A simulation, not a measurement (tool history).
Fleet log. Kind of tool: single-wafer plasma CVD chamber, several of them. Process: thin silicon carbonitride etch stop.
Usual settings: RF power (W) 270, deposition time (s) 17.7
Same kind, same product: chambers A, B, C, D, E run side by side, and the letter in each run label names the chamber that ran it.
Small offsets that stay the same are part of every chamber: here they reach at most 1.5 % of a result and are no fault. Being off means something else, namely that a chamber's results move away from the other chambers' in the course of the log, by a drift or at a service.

run   hour  RF power (W)  deposition time (s)  read-back reference wafer on the same gauge, thickness_nm  mean film thickness on the monitor wafer (angstrom)
 1E    8.5           270                 17.7                                                     12.199                                              111.400
 2C   20.8           270                 17.7                                                     12.196                                              109.870
 3B   30.3           270                 17.7                                                     12.201                                              109.620
 4D   41.6           270                 17.7                                                     12.193                                              110.070
 5A   49.8           270                 17.7                                                     12.192                                              110.680
 6E   60.5           270                 17.7                                                     12.191                                              111.410
 7B   74.1           270                 17.7                                                     12.183                                              109.300
 8C   84.4           270                 17.7                                                     12.187                                              109.830
 9D   92.6           270                 17.7                                                     12.184                                              110.050
10A  101.1           270                 17.7                                                     12.182                                              110.690
11A  110.5           270                 17.7                                                     12.184                                              110.830
12E  122.1           270                 17.7                                                     12.183                                              111.470
13D  128.6           270                 17.7                                                     12.177                                              110.210
14B  135.5           270                 17.7                                                     12.179                                              109.330
15C  143.7           270                 16.0                                                     12.175                                               99.353
16D  152.6           270                 16.0                                                     12.174                                               99.549
17B  162.1           270                 16.0                                                     12.177                                               98.852
18E  173.1           270                 16.0                                                     12.173                                              100.630
19C  183.5           270                 16.0                                                     12.167                                               99.236
20A  194.3           270                 17.7                                                     12.167                                              110.830
21B  206.5           270                 17.7                                                     12.165                                              109.640
22E  214.8           270                 17.7                                                     12.166                                              111.230
23D  223.7           270                 17.7                                                     12.164                                              109.840
24A  230.6           270                 17.7                                                     12.160                                              110.520
25C  237.9           270                 17.7                                                     12.156                                              109.490
26D  251.0           270                 17.7                                                     12.159                                              109.780
27B  260.2           270                 17.7                                                     12.158                                              109.550
     261.5  -- chamber A: thermocouple changed; heater temperature recalibrated
28C  267.2           270                 17.7                                                     12.155                                              109.600
29E  274.0           270                 17.7                                                     12.155                                              111.060
30A  285.6           270                 17.7                                                     12.154                                              110.420
31D  298.4           270                 17.7                                                     12.150                                              109.750
32A  307.1           270                 17.7                                                     12.149                                              110.620
33C  319.1           270                 17.7                                                     12.148                                              109.690
34E  328.1           270                 17.7                                                     12.148                                              110.780
35B  336.2           270                 17.7                                                     12.148                                              109.300
36D  346.7           270                 17.7                                                     12.142                                              109.780
37A  358.4           270                 17.7                                                     12.141                                              110.460
38B  367.1           270                 17.7                                                     12.137                                              109.080

All 5 chambers run these settings next. Forecast each chamber's results:
39A  377.3           270                 17.7                                                                                                               ?
39B  377.3           270                 17.7                                                                                                               ?
39C  377.3           270                 17.7                                                                                                               ?
39D  377.3           270                 17.7                                                                                                               ?
39E  377.3           270                 17.7                                                                                                               ?

run  mean film thickness on the monitor wafer (angstrom)
39A                                              110.290
39B                                              108.910
39C                                              109.490
39D                                              109.640
39E                                              111.070

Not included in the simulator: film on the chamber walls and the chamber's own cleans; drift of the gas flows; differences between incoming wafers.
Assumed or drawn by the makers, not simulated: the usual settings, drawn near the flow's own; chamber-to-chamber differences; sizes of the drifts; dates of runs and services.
